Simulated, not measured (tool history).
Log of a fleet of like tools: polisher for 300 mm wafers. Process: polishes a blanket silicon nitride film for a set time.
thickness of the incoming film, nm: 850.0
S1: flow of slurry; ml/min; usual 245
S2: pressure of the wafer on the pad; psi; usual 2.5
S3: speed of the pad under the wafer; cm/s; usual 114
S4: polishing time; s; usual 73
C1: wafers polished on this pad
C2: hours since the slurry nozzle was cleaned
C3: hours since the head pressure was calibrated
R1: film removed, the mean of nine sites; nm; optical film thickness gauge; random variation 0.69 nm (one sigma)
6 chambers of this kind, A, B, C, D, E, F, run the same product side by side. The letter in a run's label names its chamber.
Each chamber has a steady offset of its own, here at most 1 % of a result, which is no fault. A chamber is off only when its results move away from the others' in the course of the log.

run,hour,S1,S2,S3,S4,C1,C2,C3,R1
# hour 2.6: chamber A: worn pad replaced by a new one
1F,5.8,245,2.5,114,73,767,473.9,559,105.02
# hour 8.8: chamber E: worn pad replaced by a new one
# hour 10: chamber D: worn pad replaced by a new one
2E,10.5,245,2.5,114,73,19,177.4,561.2,106.62
3D,15,245,2.5,114,73,56,412.7,250,106.23
4A,20.6,245,2.5,114,73,202,458.8,783.1,107
5B,25.3,245,2.5,114,73,735,194.8,440.6,106.91
# hour 27: chamber E: head pressure recalibrated
6C,29.5,245,2.5,114,73,449,205.8,870.1,106.91
# hour 35: chamber E: slurry nozzle cleaned
# hour 36.9: chamber F: worn pad replaced by a new one
7C,36.9,245,2.5,114,73,531,213.2,877.5,106.24
8F,41.1,245,2.5,114,73,48,509.2,594.3,106.53
9E,46,245,2.5,114,73,416,11.1,19.1,107.93
10B,53.2,245,2.5,114,73,1048,222.7,468.5,105.52
11A,59.5,245,2.5,114,73,638,497.7,822,107.02
12D,67.6,245,2.5,114,73,645,465.3,302.6,105.94
# hour 69.8: chamber A: worn pad replaced by a new one
# hour 70: chamber B: slurry nozzle cleaned
# hour 71.7: chamber C: worn pad replaced by a new one
13B,73.6,245,2.5,114,73,1276,3.7,488.9,104
# hour 76.5: chamber D: slurry nozzle cleaned
14A,81.6,245,2.5,114,73,133,519.8,844.1,106.1
15D,86.4,245,2.8,114,73,856,9.9,321.4,120.03
# hour 90.2: chamber D: worn pad replaced by a new one
16F,91.8,245,2.8,114,73,615,559.9,645,118.34
# hour 95.9: chamber E: worn pad replaced by a new one
17E,99.2,245,2.8,114,73,37,64.3,72.3,121.2
18C,103.6,245,2.8,114,73,357,279.9,944.2,118.82
19B,110.3,245,2.8,114,73,1687,40.4,525.6,115.2
20D,113.9,245,2.8,114,73,265,37.4,348.9,120.23
21C,119.5,245,2.5,114,73,535,295.8,960.1,106.06
22F,124.8,245,2.5,114,73,985,592.9,678,106.75
# hour 129: chamber A: worn pad replaced by a new one
# hour 129.4: chamber F: worn pad replaced by a new one
23E,130.4,245,2.5,114,73,387,95.5,103.5,107.1
24A,136.2,245,2.5,114,73,80,574.4,898.7,106.05
# hour 136.9: chamber C: worn pad replaced by a new one
25C,139.8,245,2.5,114,73,33,316.1,980.4,105.08
26B,144.6,245,2.5,114,73,2071,74.7,559.9,101.75
27D,152.4,245,2.5,114,73,697,75.9,387.4,106.2
28A,160.7,245,2.5,114,73,355,598.9,923.2,106.13
29F,166.9,315,2.5,152,73,420,635,720.1,137.96
30E,173.7,315,2.5,152,73,872,138.8,146.8,136.81
31C,179.1,315,2.5,152,73,473,355.4,1019.7,135.64
# hour 181.7: chamber D: worn pad replaced by a new one
32B,186.6,315,2.5,152,73,2542,116.7,601.9,127.63
33E,193.6,315,2.5,152,73,1094,158.7,166.7,136.81
# hour 196.9: chamber A: worn pad replaced by a new one
34A,197.4,315,2.5,152,73,6,635.6,959.9,136.76
35F,202.7,245,2.5,114,73,821,670.8,755.9,105.44
36D,207.7,245,2.5,114,73,291,131.2,442.7,106.43

All 6 chambers run these settings next. Forecast each chamber's results:
37A,213.6,245,2.5,114,73,,,,?
37B,213.6,245,2.5,114,73,,,,?
37C,213.6,245,2.5,114,73,,,,?
37D,213.6,245,2.5,114,73,,,,?
37E,213.6,245,2.5,114,73,,,,?
37F,213.6,245,2.5,114,73,,,,?

run,R1
37A,106.5
37B,99.407
37C,105.31
37D,106.43
37E,105.74
37F,107.01
